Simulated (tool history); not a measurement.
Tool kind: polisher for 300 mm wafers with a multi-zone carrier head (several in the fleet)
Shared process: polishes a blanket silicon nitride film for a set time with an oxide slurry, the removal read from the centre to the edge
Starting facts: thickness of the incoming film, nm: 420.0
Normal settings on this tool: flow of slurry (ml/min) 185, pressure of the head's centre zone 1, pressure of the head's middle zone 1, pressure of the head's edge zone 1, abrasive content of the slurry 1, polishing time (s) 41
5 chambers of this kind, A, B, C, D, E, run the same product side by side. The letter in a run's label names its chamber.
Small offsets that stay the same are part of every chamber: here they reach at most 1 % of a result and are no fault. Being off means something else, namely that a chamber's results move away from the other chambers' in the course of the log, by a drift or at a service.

run	hour	flow of slurry (ml/min)	pressure of the head's centre zone	pressure of the head's middle zone	pressure of the head's edge zone	abrasive content of the slurry	polishing time (s)	wafers polished on this pad	hours since the slurry nozzle was cleaned	hours since the centre zone pressure was calibrated	hours since the edge zone pressure was calibrated	film removed at the wafer's centre (nm)	film removed at mid-radius (nm)	film removed at the wafer's edge (nm)
# hour 4.2: chamber C: slurry nozzle cleaned
1B	6	185	1	1	1	1	41	596	329.8	253.8	1044.8	38.601	37.984	38.958
# hour 6.9: chamber E: slurry nozzle cleaned
2E	13	185	1	1	1	1	41	307	6.1	202.9	95	38.158	37.524	38.371
# hour 13.7: chamber A: worn pad replaced by a new one
# hour 15.1: chamber B: worn pad replaced by a new one
# hour 17.2: chamber B: slurry nozzle cleaned
3D	18.5	185	1	1	1	1	41	823	60.8	584.8	664.4	38.591	38.076	38.021
4A	22.9	185	1	1	1	1	41	119	346.6	46.5	467.5	37.574	37.994	38.083
5C	28.1	185	1	1	1	1	41	515	24	844.7	834.8	38.251	37.427	38.329
6D	34.4	185	1	1	1	1	41	1027	76.7	600.7	680.3	38.473	38.394	37.983
# hour 36.7: chamber C: worn pad replaced by a new one
7E	40.4	185	1	1	1	1	41	659	33.5	230.3	122.4	37.604	38.386	38.52
8A	45	185	1	1	1	1	41	403	368.7	68.6	489.6	38.078	37.823	39.16
# hour 47.9: chamber D: worn pad replaced by a new one
9C	48.4	185	1	1	1	1	41	150	44.3	865	855.1	38.272	38.902	37.201
# hour 52.4: chamber E: worn pad replaced by a new one
10B	54.2	185	1	1	1	1	41	503	37.1	302	1093	38.163	38.664	37.787
11A	58.3	185	1	1	1	1	41	574	382	81.9	502.9	37.889	38.503	37.888
12D	61.8	185	1	1	1	1	28	178	104.1	628.1	707.7	26.226	26.122	26.062
13E	66.2	185	1	1	1	1	28	177	59.3	256.1	148.2	26.242	26.037	25.292
14B	71.2	185	1	1	1	1	28	722	54.1	319	1110	26.291	26.647	26.213
15C	76.5	185	1	1	1	1	28	512	72.4	893.1	883.2	25.819	25.722	26.01
# hour 79.8: chamber C: worn pad replaced by a new one
16A	82.3	185	1	1	1	1	28	883	406	105.9	526.9	25.722	26.231	25.835
# hour 84.5: chamber B: worn pad replaced by a new one
17C	88	185	1	1	1	1	41	106	83.9	904.6	894.7	37.748	37.585	37.715
18B	95.1	185	1	1	1	1	41	136	78	342.9	1133.9	38.593	38.558	37.357
19D	101.4	185	1	1	1	1	41	687	143.7	667.7	747.3	38.295	38.279	37.501
20E	105.1	185	1	1	1	1	41	677	98.2	295	187.1	37.902	38.52	38.755
21A	111.6	185	1	1	1	1	41	1259	435.3	135.2	556.2	38.154	37.473	38.469
22D	117.2	185	1	1	1	1	41	890	159.5	683.5	763.1	38.56	37.955	39.463
# hour 118.5: chamber E: worn pad replaced by a new one
# hour 118.7: chamber A: worn pad replaced by a new one
23B	120.7	185	1	1	1	1	41	465	103.6	368.5	1159.5	38.932	39.043	38.267
# hour 127.7: chamber C: worn pad replaced by a new one
24E	127.8	185	1	1	1	1	41	120	120.9	317.7	209.8	37.787	38.097	36.726
25C	134.5	185	1	1.07	1.06	1	41	88	130.4	951.1	941.2	38.463	40.2	39.596
26E	141.2	185	1	1.07	1.06	1	41	292	134.3	331.1	223.2	38.117	41.822	38.904
# hour 142: chamber D: worn pad replaced by a new one
# hour 142.9: chamber B: worn pad replaced by a new one
27C	147.8	185	1	1.07	1.06	1	41	259	143.7	964.4	954.5	38.153	39.849	39.347
28B	152.1	185	1	1.07	1.06	1	41	119	135	399.9	1190.9	38.695	41.186	38.893
29A	156.2	185	1	1.07	1.06	1	41	482	479.9	179.8	600.8	37.918	40.214	39.026
30D	163.6	185	1	1	1	1	41	278	205.9	729.9	809.5	38.448	38.072	38.851
31A	169.6	185	1	1	1	1	41	654	493.3	193.2	614.2	38.23	37.653	39.041

All 5 chambers run these settings next. Forecast each chamber's results:
32A	174.9	185	1	1	1	1	41					?	?	?
32B	174.9	185	1	1	1	1	41					?	?	?
32C	174.9	185	1	1	1	1	41					?	?	?
32D	174.9	185	1	1	1	1	41					?	?	?
32E	174.9	185	1	1	1	1	41					?	?	?

run	film removed at the wafer's centre (nm)	film removed at mid-radius (nm)	film removed at the wafer's edge (nm)
32A	38.022	38.18	38.522
32B	38.32	38.44	37.725
32C	37.664	37.365	38.221
32D	38.255	37.925	38.644
32E	37.764	37.993	38.541
